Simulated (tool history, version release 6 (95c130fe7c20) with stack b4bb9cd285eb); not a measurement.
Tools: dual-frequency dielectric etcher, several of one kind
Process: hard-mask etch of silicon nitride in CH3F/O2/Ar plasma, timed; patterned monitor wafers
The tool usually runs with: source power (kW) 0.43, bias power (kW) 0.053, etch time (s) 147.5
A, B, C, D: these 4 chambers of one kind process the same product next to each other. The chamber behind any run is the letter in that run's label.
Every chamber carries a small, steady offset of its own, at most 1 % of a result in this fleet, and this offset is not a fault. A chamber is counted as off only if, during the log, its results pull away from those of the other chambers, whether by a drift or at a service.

run   hour  source power (kW)  bias power (kW)  etch time (s)  hours since the last wet clean  hours since the last source power generator calibration  hours since the last bias power generator calibration  read-back reference wafer on the same gauge, depth_nm  mean etch depth across the wafer (nm)
 1A      4               0.43            0.053          147.5                           360.1                                                   3651.3                                                 2018.8                                                 109.05                                 95.091
 2D    8.7               0.43            0.053          147.5                            85.4                                                   1430.8                                                 1042.7                                                 108.98                                 96.391
 3B     13               0.43            0.053          147.5                           428.2                                                     35.2                                                 5123.7                                                 108.95                                 96.181
 4C   17.2               0.43            0.053          147.5                             413                                                    830.9                                                  491.8                                                 108.98                                 95.355
 5B   21.7               0.43            0.053          147.5                           436.9                                                     43.9                                                 5132.4                                                 109.06                                 96.398
 6A   26.7               0.43            0.053          147.5                           382.8                                                     3674                                                 2041.5                                                 108.96                                 94.826
 7C   32.1               0.43            0.053          147.5                           427.9                                                    845.8                                                  506.7                                                 109.01                                  95.45
 8D   36.1               0.43            0.053          147.5                           112.8                                                   1458.2                                                 1070.1                                                    109                                  96.06
 9A     41               0.43            0.053          147.5                           397.1                                                   3688.3                                                 2055.8                                                 109.06                                 95.654
10B   45.7               0.43            0.053          147.5                           460.9                                                     67.9                                                 5156.4                                                 108.98                                 96.177
11C   49.3               0.43            0.053          147.5                           445.1                                                      863                                                  523.9                                                 109.01                                 95.689
12D   55.3               0.43            0.053          147.5                             132                                                   1477.4                                                 1089.3                                                 108.98                                 95.626
13D   58.4               0.43            0.053          147.5                           135.1                                                   1480.5                                                 1092.4                                                 109.02                                 96.207
14B   63.4               0.43            0.053          147.5                           478.6                                                     85.6                                                 5174.1                                                 109.04                                 96.266
15C   66.7               0.43            0.053          147.5                           462.5                                                    880.4                                                  541.3                                                 108.97                                 95.472
16A   70.5               0.43            0.045          184.5                           426.6                                                   3717.8                                                 2085.3                                                 109.01                                 113.08
17B   74.8               0.43            0.045          184.5                             490                                                       97                                                 5185.5                                                 108.97                                 114.18
18A     79               0.43            0.045          184.5                           435.1                                                   3726.3                                                 2093.8                                                 109.03                                  112.7
19C   82.2               0.43            0.045          184.5                             478                                                    895.9                                                  556.8                                                 108.95                                 113.27
20D   87.4               0.43            0.053          147.5                           164.1                                                   1509.5                                                 1121.4                                                 108.99                                 96.058
21C   93.4               0.43            0.053          147.5                           489.2                                                    907.1                                                    568                                                 108.97                                 95.744
22A   97.8               0.43            0.053          147.5                           453.9                                                   3745.1                                                 2112.6                                                 108.98                                 95.082
23D  101.1               0.46            0.063          147.5                           177.8                                                   1523.2                                                 1135.1                                                 109.06                                  104.7
24B  106.5               0.46            0.063          147.5                           521.7                                                    128.7                                                 5217.2                                                 108.94                                 104.27
25C  110.6               0.46            0.063          147.5                           506.4                                                    924.3                                                  585.2                                                 109.01                                 103.54
26B  115.9               0.46            0.063          147.5                           531.1                                                    138.1                                                 5226.6                                                 109.01                                 104.69
27D  120.7               0.49            0.062          147.5                           197.4                                                   1542.8                                                 1154.7                                                 109.02                                 107.12
28A  125.5               0.49            0.062          147.5                           481.6                                                   3772.8                                                 2140.3                                                 108.93                                 105.61
       129  -- chamber A: wet clean of the chamber
29B  129.6               0.49            0.062          147.5                           544.8                                                    151.8                                                 5240.3                                                 109.07                                 106.44
30C  134.5               0.49            0.062          147.5                           530.3                                                    948.2                                                  609.1                                                 109.01                                  105.9
     134.7  -- chamber B: bias power generator calibrated
31D  137.3               0.43            0.053          147.5                             214                                                   1559.4                                                 1171.3                                                 109.01                                 97.246
32A  142.2               0.43            0.053          147.5                            13.2                                                   3789.5                                                   2157                                                 109.04                                 94.949
33C  146.7               0.43            0.053          147.5                           542.5                                                    960.4                                                  621.3                                                 108.95                                 95.626
34A  152.8               0.43            0.053          147.5                            23.8                                                   3800.1                                                 2167.6                                                 109.01                                 95.016
35D  158.6               0.43            0.053          147.5                           235.3                                                   1580.7                                                 1192.6                                                 109.01                                   97.3
36B  162.7               0.43            0.053          147.5                           577.9                                                    184.9                                                   28.1                                                 108.96                                 96.346
37D  168.3               0.43            0.053          147.5                             245                                                   1590.4                                                 1202.3                                                 108.98                                 97.497
38A  171.2               0.43            0.053          147.5                            42.2                                                   3818.5                                                   2186                                                 109.03                                 95.609
39C    177               0.43            0.053          147.5                           572.8                                                    990.7                                                  651.6                                                 108.98                                 95.632

Next, all 4 chambers run the settings below, one line each with question marks for the results. What does each chamber give?
40A  181.5               0.43            0.063          147.5                                                                                                                                                                                                                                             ?
40B  181.5               0.43            0.063          147.5                                                                                                                                                                                                                                             ?
40C  181.5               0.43            0.063          147.5                                                                                                                                                                                                                                             ?
40D  181.5               0.43            0.063          147.5                                                                                                                                                                                                                                             ?

run  mean etch depth across the wafer (nm)
40A                                  100.5
40B                                 101.97
40C                                 101.07
40D                                 104.07

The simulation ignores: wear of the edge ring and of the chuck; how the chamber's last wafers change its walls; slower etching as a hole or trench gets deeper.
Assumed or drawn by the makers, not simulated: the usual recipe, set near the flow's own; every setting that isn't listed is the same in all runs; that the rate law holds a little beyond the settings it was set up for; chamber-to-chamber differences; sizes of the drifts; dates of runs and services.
